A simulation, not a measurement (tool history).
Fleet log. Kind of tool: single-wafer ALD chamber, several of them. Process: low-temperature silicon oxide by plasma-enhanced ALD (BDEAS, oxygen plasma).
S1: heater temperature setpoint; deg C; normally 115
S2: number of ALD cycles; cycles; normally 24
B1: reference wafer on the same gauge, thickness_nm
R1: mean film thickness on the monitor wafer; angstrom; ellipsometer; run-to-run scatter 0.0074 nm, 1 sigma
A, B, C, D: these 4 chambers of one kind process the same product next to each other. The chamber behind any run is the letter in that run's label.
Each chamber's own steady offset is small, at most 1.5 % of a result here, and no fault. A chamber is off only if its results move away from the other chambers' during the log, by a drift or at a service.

run   hour   S1  S2      B1      R1
 1A   11.7  115  24  3.0792  33.274
 2C   25.6  115  24  3.0793  33.592
 3D   38.5  115  24  3.0794  33.676
 4B   45.5  115  24  3.0799  33.164
 5C   58.3  115  24  3.0794  33.546
 6D   71.4  115  24  3.0795  33.790
 7B   78.3  115  24  3.0800  33.231
 8A   87.1  115  24  3.0779  33.246
 9A   94.5  106  27  3.0811  38.157
10B  107.4  106  27  3.0802  38.051
11C  120.6  106  27  3.0771  38.411
12D  129.8  106  27  3.0787  38.767
13B  143.7  115  24  3.0796  33.216
14A  153.5  115  26  3.0792  36.084
15C  161.3  115  26  3.0800  36.233
16D  169.0  115  26  3.0804  36.473
17C  181.6  115  26  3.0810  36.112
18B  194.2  123  22  3.0796  30.025
19A  201.7  123  22  3.0802  30.079
     206.8  -- chamber A: thermocouple changed; heater temperature recalibrated
20D  214.6  123  22  3.0803  30.562
21B  222.3  123  22  3.0784  30.100
22D  231.2  115  24  3.0812  33.824
23A  237.6  115  24  3.0811  33.379
24C  251.1  115  24  3.0812  33.522
25D  260.3  115  24  3.0793  33.819
26C  271.2  115  24  3.0798  33.379
27A  279.1  115  24  3.0798  33.319

Is one chamber out of step, is the gauge drifting, or do the chambers differ by no more than their own small offsets? For an off chamber, give its letter and the likeliest cause.

Neither any chamber nor the gauge drifts; the chambers differ only by their own small, steady offsets.
